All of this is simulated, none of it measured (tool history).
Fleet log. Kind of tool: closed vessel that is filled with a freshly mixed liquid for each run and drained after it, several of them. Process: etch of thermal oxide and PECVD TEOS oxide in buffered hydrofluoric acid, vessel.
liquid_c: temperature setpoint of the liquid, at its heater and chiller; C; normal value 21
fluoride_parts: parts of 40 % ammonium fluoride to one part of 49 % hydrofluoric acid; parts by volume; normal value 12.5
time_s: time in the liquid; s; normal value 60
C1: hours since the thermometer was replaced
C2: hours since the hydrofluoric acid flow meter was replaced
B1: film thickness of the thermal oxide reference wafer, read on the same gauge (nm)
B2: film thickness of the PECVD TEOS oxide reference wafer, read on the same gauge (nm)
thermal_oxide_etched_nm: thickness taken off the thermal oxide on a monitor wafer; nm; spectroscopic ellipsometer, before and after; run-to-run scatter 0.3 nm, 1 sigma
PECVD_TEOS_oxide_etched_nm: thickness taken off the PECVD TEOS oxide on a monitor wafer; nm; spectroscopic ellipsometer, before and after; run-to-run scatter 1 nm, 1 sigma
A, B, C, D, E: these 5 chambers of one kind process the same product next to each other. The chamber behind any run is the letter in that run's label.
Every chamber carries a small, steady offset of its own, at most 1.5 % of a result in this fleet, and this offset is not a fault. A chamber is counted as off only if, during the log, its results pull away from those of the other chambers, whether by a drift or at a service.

run 1A hour=3.6 | liquid_c=21 fluoride_parts=12.5 time_s=60 | C1=194.5 C2=1120.0 | B1=139.99 B2=39.992 | thermal_oxide_etched_nm=49.083 PECVD_TEOS_oxide_etched_nm=110.020
run 2C hour=6.8 | liquid_c=21 fluoride_parts=12.5 time_s=60 | C1=443.0 C2=711.7 | B1=140.00 B2=40.004 | thermal_oxide_etched_nm=48.535 PECVD_TEOS_oxide_etched_nm=110.630
run 3D hour=9.0 | liquid_c=21 fluoride_parts=12.5 time_s=60 | C1=89.0 C2=1072.0 | B1=139.99 B2=39.939 | thermal_oxide_etched_nm=48.528 PECVD_TEOS_oxide_etched_nm=110.700
run 4B hour=12.6 | liquid_c=21 fluoride_parts=12.5 time_s=60 | C1=305.3 C2=501.2 | B1=140.00 B2=40.014 | thermal_oxide_etched_nm=48.882 PECVD_TEOS_oxide_etched_nm=113.450
run 5E hour=15.2 | liquid_c=21 fluoride_parts=12.5 time_s=60 | C1=433.1 C2=1469.8 | B1=140.00 B2=40.039 | thermal_oxide_etched_nm=49.847 PECVD_TEOS_oxide_etched_nm=111.620
run 6E hour=20.0 | liquid_c=21 fluoride_parts=12.5 time_s=60 | C1=437.9 C2=1474.6 | B1=140.00 B2=40.016 | thermal_oxide_etched_nm=49.015 PECVD_TEOS_oxide_etched_nm=111.950
run 7B hour=22.6 | liquid_c=21 fluoride_parts=12.5 time_s=60 | C1=315.3 C2=511.2 | B1=140.00 B2=39.983 | thermal_oxide_etched_nm=48.413 PECVD_TEOS_oxide_etched_nm=112.180
run 8D hour=25.5 | liquid_c=23 fluoride_parts=12.5 time_s=85 | C1=105.5 C2=1088.5 | B1=139.99 B2=40.032 | thermal_oxide_etched_nm=77.453 PECVD_TEOS_oxide_etched_nm=175.570
run 9A hour=30.3 | liquid_c=23 fluoride_parts=12.5 time_s=85 | C1=221.2 C2=1146.7 | B1=139.99 B2=39.952 | thermal_oxide_etched_nm=77.271 PECVD_TEOS_oxide_etched_nm=173.440
run 10C hour=34.6 | liquid_c=23 fluoride_parts=12.5 time_s=85 | C1=470.8 C2=739.5 | B1=140.00 B2=40.010 | thermal_oxide_etched_nm=77.593 PECVD_TEOS_oxide_etched_nm=177.170
run 11D hour=38.7 | liquid_c=23 fluoride_parts=12.5 time_s=85 | C1=118.7 C2=1101.7 | B1=140.02 B2=39.987 | thermal_oxide_etched_nm=76.281 PECVD_TEOS_oxide_etched_nm=177.110
run 12C hour=42.3 | liquid_c=23 fluoride_parts=12.5 time_s=85 | C1=478.5 C2=747.2 | B1=140.01 B2=40.042 | thermal_oxide_etched_nm=78.325 PECVD_TEOS_oxide_etched_nm=175.840
run 13A hour=47.1 | liquid_c=21 fluoride_parts=12.5 time_s=60 | C1=238.0 C2=1163.5 | B1=139.99 B2=39.984 | thermal_oxide_etched_nm=48.896 PECVD_TEOS_oxide_etched_nm=111.610
run 14B hour=51.5 | liquid_c=21 fluoride_parts=12.5 time_s=60 | C1=344.2 C2=540.1 | B1=140.01 B2=40.006 | thermal_oxide_etched_nm=48.539 PECVD_TEOS_oxide_etched_nm=110.930
run 15E hour=54.5 | liquid_c=21 fluoride_parts=12.5 time_s=60 | C1=472.4 C2=1509.1 | B1=139.99 B2=40.071 | thermal_oxide_etched_nm=49.616 PECVD_TEOS_oxide_etched_nm=111.840
run 16E hour=59.0 | liquid_c=21 fluoride_parts=12.5 time_s=60 | C1=476.9 C2=1513.6 | B1=140.01 B2=40.018 | thermal_oxide_etched_nm=49.863 PECVD_TEOS_oxide_etched_nm=109.420
run 17B hour=61.9 | liquid_c=21 fluoride_parts=12.5 time_s=60 | C1=354.6 C2=550.5 | B1=140.00 B2=40.021 | thermal_oxide_etched_nm=48.484 PECVD_TEOS_oxide_etched_nm=111.360
run 18D hour=65.8 | liquid_c=21 fluoride_parts=14.5 time_s=90 | C1=145.8 C2=1128.8 | B1=139.98 B2=40.001 | thermal_oxide_etched_nm=62.570 PECVD_TEOS_oxide_etched_nm=144.590
run 19C hour=68.1 | liquid_c=21 fluoride_parts=14.5 time_s=90 | C1=504.3 C2=773.0 | B1=140.01 B2=40.000 | thermal_oxide_etched_nm=63.485 PECVD_TEOS_oxide_etched_nm=147.330
run 20A hour=72.9 | liquid_c=21 fluoride_parts=14.5 time_s=90 | C1=263.8 C2=1189.3 | B1=140.00 B2=40.022 | thermal_oxide_etched_nm=63.513 PECVD_TEOS_oxide_etched_nm=143.120
run 21C hour=77.5 | liquid_c=21 fluoride_parts=14.5 time_s=90 | C1=513.7 C2=782.4 | B1=139.97 B2=39.973 | thermal_oxide_etched_nm=63.748 PECVD_TEOS_oxide_etched_nm=143.980
run 22B hour=81.4 | liquid_c=21 fluoride_parts=14.5 time_s=90 | C1=374.1 C2=570.0 | B1=140.00 B2=40.007 | thermal_oxide_etched_nm=63.708 PECVD_TEOS_oxide_etched_nm=146.570
run 23A hour=83.5 | liquid_c=21 fluoride_parts=12.5 time_s=60 | C1=274.4 C2=1199.9 | B1=140.00 B2=39.996 | thermal_oxide_etched_nm=49.087 PECVD_TEOS_oxide_etched_nm=111.360
run 24D hour=87.6 | liquid_c=21 fluoride_parts=12.5 time_s=60 | C1=167.6 C2=1150.6 | B1=139.99 B2=39.969 | thermal_oxide_etched_nm=48.766 PECVD_TEOS_oxide_etched_nm=111.790
run 25E hour=92.1 | liquid_c=21 fluoride_parts=12.5 time_s=60 | C1=510.0 C2=1546.7 | B1=140.01 B2=39.986 | thermal_oxide_etched_nm=49.241 PECVD_TEOS_oxide_etched_nm=114.160
run 26A hour=96.1 | liquid_c=21 fluoride_parts=16.5 time_s=50 | C1=287.0 C2=1212.5 | B1=140.00 B2=40.012 | thermal_oxide_etched_nm=31.316 PECVD_TEOS_oxide_etched_nm=70.725
run 27D hour=100.8 | liquid_c=21 fluoride_parts=16.5 time_s=50 | C1=180.8 C2=1163.8 | B1=139.99 B2=40.025 | thermal_oxide_etched_nm=31.007 PECVD_TEOS_oxide_etched_nm=71.732
run 28E hour=104.9 | liquid_c=21 fluoride_parts=16.5 time_s=50 | C1=522.8 C2=1559.5 | B1=139.99 B2=39.963 | thermal_oxide_etched_nm=31.331 PECVD_TEOS_oxide_etched_nm=70.834
run 29C hour=108.1 | liquid_c=21 fluoride_parts=16.5 time_s=50 | C1=544.3 C2=813.0 | B1=140.02 B2=39.993 | thermal_oxide_etched_nm=31.306 PECVD_TEOS_oxide_etched_nm=70.939
run 30B hour=112.8 | liquid_c=21 fluoride_parts=16.5 time_s=50 | C1=405.5 C2=601.4 | B1=139.98 B2=40.013 | thermal_oxide_etched_nm=30.902 PECVD_TEOS_oxide_etched_nm=70.875
-- hour=115.5 chamber E: hydrofluoric acid flow meter replaced
run 31D hour=115.5 | liquid_c=25 fluoride_parts=12.5 time_s=60 | C1=195.5 C2=1178.5 | B1=139.99 B2=40.011 | thermal_oxide_etched_nm=60.847 PECVD_TEOS_oxide_etched_nm=138.970
run 32B hour=119.8 | liquid_c=25 fluoride_parts=12.5 time_s=60 | C1=412.5 C2=608.4 | B1=139.98 B2=40.012 | thermal_oxide_etched_nm=60.257 PECVD_TEOS_oxide_etched_nm=136.030
run 33E hour=124.0 | liquid_c=25 fluoride_parts=12.5 time_s=60 | C1=541.9 C2=8.5 | B1=139.99 B2=40.031 | thermal_oxide_etched_nm=61.605 PECVD_TEOS_oxide_etched_nm=141.010
run 34C hour=127.2 | liquid_c=25 fluoride_parts=12.5 time_s=60 | C1=563.4 C2=832.1 | B1=139.97 B2=40.001 | thermal_oxide_etched_nm=61.498 PECVD_TEOS_oxide_etched_nm=136.880
run 35A hour=129.9 | liquid_c=25 fluoride_parts=12.5 time_s=60 | C1=320.8 C2=1246.3 | B1=140.00 B2=40.047 | thermal_oxide_etched_nm=60.833 PECVD_TEOS_oxide_etched_nm=138.150
run 36B hour=132.8 | liquid_c=21 fluoride_parts=12.5 time_s=60 | C1=425.5 C2=621.4 | B1=139.97 B2=40.033 | thermal_oxide_etched_nm=48.863 PECVD_TEOS_oxide_etched_nm=112.460
run 37A hour=135.0 | liquid_c=25 fluoride_parts=12.5 time_s=60 | C1=325.9 C2=1251.4 | B1=140.00 B2=40.004 | thermal_oxide_etched_nm=61.179 PECVD_TEOS_oxide_etched_nm=137.590
run 38D hour=137.9 | liquid_c=25 fluoride_parts=12.5 time_s=60 | C1=217.9 C2=1200.9 | B1=140.00 B2=40.058 | thermal_oxide_etched_nm=60.546 PECVD_TEOS_oxide_etched_nm=140.230

Has any chamber moved away from the others, gradually or after a service, or does the common gauge drift, or do the chambers differ only by their own small steady offsets? State the chamber and the most likely cause if one applies.

No chamber is off and the gauge is stable; the differences are just each chamber's small, constant offset.
